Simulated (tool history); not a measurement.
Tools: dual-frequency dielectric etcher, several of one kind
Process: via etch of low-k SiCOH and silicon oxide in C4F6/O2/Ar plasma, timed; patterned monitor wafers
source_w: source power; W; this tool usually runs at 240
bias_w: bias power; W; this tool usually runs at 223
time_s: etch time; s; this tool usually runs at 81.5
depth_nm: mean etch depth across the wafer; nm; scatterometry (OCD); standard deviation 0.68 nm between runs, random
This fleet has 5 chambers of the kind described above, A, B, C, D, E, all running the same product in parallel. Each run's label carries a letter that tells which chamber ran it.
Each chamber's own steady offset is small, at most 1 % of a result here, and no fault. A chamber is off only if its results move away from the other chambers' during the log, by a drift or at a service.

run	hour	source_w	bias_w	time_s	hours since the last wet clean	hours since the last source power generator calibration	hours since the last bias power generator calibration	read-back reference wafer on the same gauge, depth_nm	depth_nm
1B	8.1	240	223	81.5	22.8	468.3	464.9	201.89	202.44
2D	17.7	240	223	81.5	71	1859.8	1455.6	201.99	199.22
3E	33.3	240	223	81.5	136.5	407.1	641	202	200.2
4A	45	240	223	81.5	108.9	849.2	312	201.91	199.33
5C	60.4	240	223	81.5	84.6	582.9	733.8	201.93	202.99
6D	75.3	240	223	81.5	128.6	1917.4	1513.2	202.03	200.65
7A	85.6	240	223	81.5	149.5	889.8	352.6	201.95	199.32
8C	94.4	240	223	81.5	118.6	616.9	767.8	201.95	203.77
9B	109.5	200	223	81.5	124.2	569.7	566.3	202	188.94
10E	120.5	200	223	81.5	223.7	494.3	728.2	202.17	186.71
11E	130.3	200	223	81.5	233.5	504.1	738	202.09	186.28
12C	142	200	223	81.5	166.2	664.5	815.4	202.07	188.75
13D	151.4	200	223	81.5	204.7	1993.5	1589.3	201.88	185.96
14B	162.5	240	223	81.5	177.2	622.7	619.3	202.05	202.44
15A	170.1	240	223	81.5	234	974.3	437.1	202.08	198.83
16A	185.3	240	223	81.5	249.2	989.5	452.3	201.96	197.84
17C	200.8	240	223	81.5	225	723.3	874.2	202.03	202.31
18E	208.6	240	223	81.5	311.8	582.4	816.3	201.89	200.06
19D	216.1	240	223	81.5	269.4	2058.2	1654	202.06	200.35
20B	231.3	240	260	81.5	246	691.5	688.1	202.01	212.29
# hour 237.7: chamber E: wet clean of the chamber
21A	243.3	240	260	81.5	307.2	1047.5	510.3	201.99	209.3
22E	252.6	240	260	81.5	15	626.4	860.3	202	209.68
23B	263.3	240	260	81.5	278	723.5	720.1	202.09	213.5
24C	278.8	240	260	81.5	303	801.3	952.2	201.94	213.15
25D	289.3	240	223	81.5	342.6	2131.4	1727.2	202.07	198.38
26B	300.3	290	223	81.5	315	760.5	757.1	201.95	219.21
27C	309.7	290	223	81.5	333.9	832.2	983.1	202.01	217.35
28A	317.3	290	223	81.5	381.2	1121.5	584.3	202.14	211.61
29E	328.2	290	223	81.5	90.6	702	935.9	201.93	214.97
30D	339.2	290	223	81.5	392.5	2181.3	1777.1	201.93	214.47
31B	354.1	240	223	81.5	368.8	814.3	810.9	202	202.4
# hour 358: chamber D: wet clean of the chamber
32E	366	280	223	81.5	128.4	739.8	973.7	201.83	211.46
33A	376.4	280	223	81.5	440.3	1180.6	643.4	201.89	207.66
# hour 388.7: chamber C: wet clean of the chamber
34D	389	280	223	81.5	31	2231.1	1826.9	202.18	213.12
35C	402.7	280	223	81.5	14	925.2	1076.1	201.83	214.33
36A	416.6	280	223	81.5	480.5	1220.8	683.6	201.88	206.85
37B	423.9	240	223	81.5	438.6	884.1	880.7	202.03	201.03

One chamber off, gauge drift, or nothing amiss beyond the chambers' own small offsets? If it is a chamber, which one, and what is the likeliest cause?

One chamber, A, drifts off from the rest bit by bit.
Cause: etch rate under this chamber's usual, % = 2.92.

Here are 4 candidates for chamber A's next run, each the usual settings with a change, their results left as question marks. Which one brings its results back in line with what the others give on the usual settings?
In line means no further than this from the other chambers' mean on the usual settings: depth_nm 2.4 nm
38A-1	435.5	240	223	84					?
38A-2	435.5	240	223	79					?
38A-3	435.5	240	222	80.5					?
38A-4	435.5	250	223	81.5					?

Other chambers, usual settings, mean: depth_nm 201.04 nm
run	depth_nm
38A-1	200.33
38A-2	188.41
38A-3	191.69
38A-4	197.4
The right change is 38A-1: it brings the chamber back within the allowed miss of the others.
